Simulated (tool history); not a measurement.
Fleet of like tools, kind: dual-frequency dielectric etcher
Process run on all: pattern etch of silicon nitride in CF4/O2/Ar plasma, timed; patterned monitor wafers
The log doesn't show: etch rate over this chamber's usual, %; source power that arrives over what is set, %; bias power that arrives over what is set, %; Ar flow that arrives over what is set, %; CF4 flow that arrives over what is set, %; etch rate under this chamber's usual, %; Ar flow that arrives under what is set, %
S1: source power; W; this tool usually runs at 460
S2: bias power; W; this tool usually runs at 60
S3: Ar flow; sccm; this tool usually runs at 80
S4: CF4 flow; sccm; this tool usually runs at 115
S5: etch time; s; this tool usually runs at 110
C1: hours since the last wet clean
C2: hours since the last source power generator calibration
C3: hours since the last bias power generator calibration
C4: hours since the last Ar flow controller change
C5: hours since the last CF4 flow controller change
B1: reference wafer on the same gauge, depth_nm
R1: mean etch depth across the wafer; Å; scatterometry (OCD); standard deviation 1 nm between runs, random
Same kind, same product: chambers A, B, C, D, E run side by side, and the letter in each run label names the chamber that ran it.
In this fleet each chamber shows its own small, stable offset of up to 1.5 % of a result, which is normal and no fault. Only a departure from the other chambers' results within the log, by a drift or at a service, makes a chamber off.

run   hour   S1  S2  S3   S4   S5     C1      C2      C3      C4      C5      B1      R1
 1A   11.8  460  60  80  115  110   86.0   330.6  2333.0  3084.7  2695.5  180.17  2113.6
 2C   20.9  460  60  80  115  110  436.4  2831.8  1780.5  1624.1  2698.4  180.00  2181.1
      27.8  -- chamber B: wet clean of the chamber
 3B   27.8  460  60  80  115  110    0.1   865.0  3617.9  2205.8  4439.9  179.79  2172.5
 4E   41.2  460  60  80  115  110  170.6   492.0   663.3   356.2  3853.9  180.24  2161.8
 5D   54.2  460  60  80  115  110  193.5  1444.9   981.4  5443.9  2672.4  180.17  2159.0
 6E   63.8  460  60  80  115  110  193.2   514.6   685.9   378.8  3876.5  180.15  2169.0
 7A   72.3  460  60  80  115  110  146.5   391.1  2393.5  3145.2  2756.0  180.04  2149.3
 8B   84.3  460  60  80  115  110   56.6   921.5  3674.4  2262.3  4496.4  180.02  2198.1
      85.6  -- chamber E: CF4 flow controller replaced
 9C   96.7  460  60  80  115  110  512.2  2907.6  1856.3  1699.9  2774.2  179.93  2162.7
10D  106.4  460  60  80  115  110  245.7  1497.1  1033.6  5496.1  2724.6  179.88  2171.2
11E  114.4  460  60  80  115  110  243.8   565.2   736.5   429.4    28.8  180.13  2163.4
12C  122.7  460  60  80  115  110  538.2  2933.6  1882.3  1725.9  2800.2  179.76  2152.0
13B  130.7  370  60  80  115  110  103.0   967.9  3720.8  2308.7  4542.8  179.79  1808.4
14D  136.8  370  60  80  115  110  276.1  1527.5  1064.0  5526.5  2755.0  180.11  1775.0
15A  145.0  370  60  80  115  110  219.2   463.8  2466.2  3217.9  2828.7  179.98  1752.3
     146.3  -- chamber D: Ar flow controller replaced
     151.7  -- chamber C: wet clean of the chamber
16D  156.8  370  60  80  115  110  296.1  1547.5  1084.0    10.5  2775.0  179.90  1777.9
17B  169.2  370  60  80  115  110  141.5  1006.4  3759.3  2347.2  4581.3  180.08  1801.1
18C  180.4  570  60  80  115  110   28.8  2991.3  1940.0  1783.6  2857.9  179.90  2622.0
19A  192.0  570  60  80  115  110  266.2   510.8  2513.2  3264.9  2875.7  179.99  2569.0
20E  203.3  570  60  80  115  110  332.7   654.1   825.4   518.3   117.7  179.95  2606.4
21E  210.5  570  60  80  115  110  339.9   661.3   832.6   525.5   124.9  180.16  2621.0
     212.1  -- chamber D: wet clean of the chamber
22C  216.6  570  60  80  115  110   65.0  3027.5  1976.2  1819.8  2894.1  179.91  2600.7
23D  227.1  460  60  80  115  110   15.1  1617.8  1154.3    80.8  2845.3  179.86  2065.4
24B  234.8  460  60  80  115  110  207.1  1072.0  3824.9  2412.8  4646.9  180.02  2176.3
25A  241.2  460  60  80  115  110  315.4   560.0  2562.4  3314.1  2924.9  180.00  2139.3
26C  252.0  460  73  80  115   83  100.4  3062.9  2011.6  1855.2  2929.5  180.20  1780.5
27E  263.0  460  73  80  115   83  392.4   713.8   885.1   578.0   177.4  180.28  1763.6
28A  272.9  460  73  80  115   83  347.1   591.7  2594.1  3345.8  2956.6  180.09  1731.9
29B  282.9  460  73  80  115   83  255.2  1120.1  3873.0  2460.9  4695.0  179.86  1772.4
30D  291.4  460  73  80  115   83   79.4  1682.1  1218.6   145.1  2909.6  179.94  1668.1
31B  304.5  460  60  80  115  110  276.8  1141.7  3894.6  2482.5  4716.6  179.87  2186.8
32E  316.0  460  60  80  115  110  445.4   766.8   938.1   631.0   230.4  179.97  2171.8
33D  327.9  460  60  80  115  110  115.9  1718.6  1255.1   181.6  2946.1  179.99  2056.2
34A  334.6  460  70  80  115  110  408.8   653.4  2655.8  3407.5  3018.3  179.88  2264.7
35C  341.1  460  70  80  115  110  189.5  3152.0  2100.7  1944.3  3018.6  180.16  2314.7
36E  348.1  460  70  80  115  110  477.5   798.9   970.2   663.1   262.5  179.93  2272.6
     357.8  -- chamber A: wet clean of the chamber
37A  359.7  460  70  80  115  110    2.0   678.5  2680.9  3432.6  3043.4  180.07  2265.2
38B  368.9  460  70  80  115  110  341.2  1206.1  3959.0  2546.9  4781.0  179.98  2316.5
39D  381.7  460  60  80  115  110  169.7  1772.4  1308.9   235.4  2999.9  180.07  2053.4
     392.2  -- chamber C: bias power generator calibrated
40C  394.6  460  60  80  115  110  243.0  3205.5     2.4  1997.8  3072.1  180.06  2172.6
41E  404.3  460  60  80  115  110  533.7   855.1  1026.4   719.3   318.7  180.12  2173.8

For the next run the whole fleet of 5 chambers uses the same settings. Give each chamber's results:
42A  414.0  460  60  68  115  110                           ?
42B  414.0  460  60  68  115  110                           ?
42C  414.0  460  60  68  115  110                           ?
42D  414.0  460  60  68  115  110                           ?
42E  414.0  460  60  68  115  110                           ?

run      R1
42A  2162.0
42B  2183.6
42C  2219.9
42D  2087.2
42E  2176.5
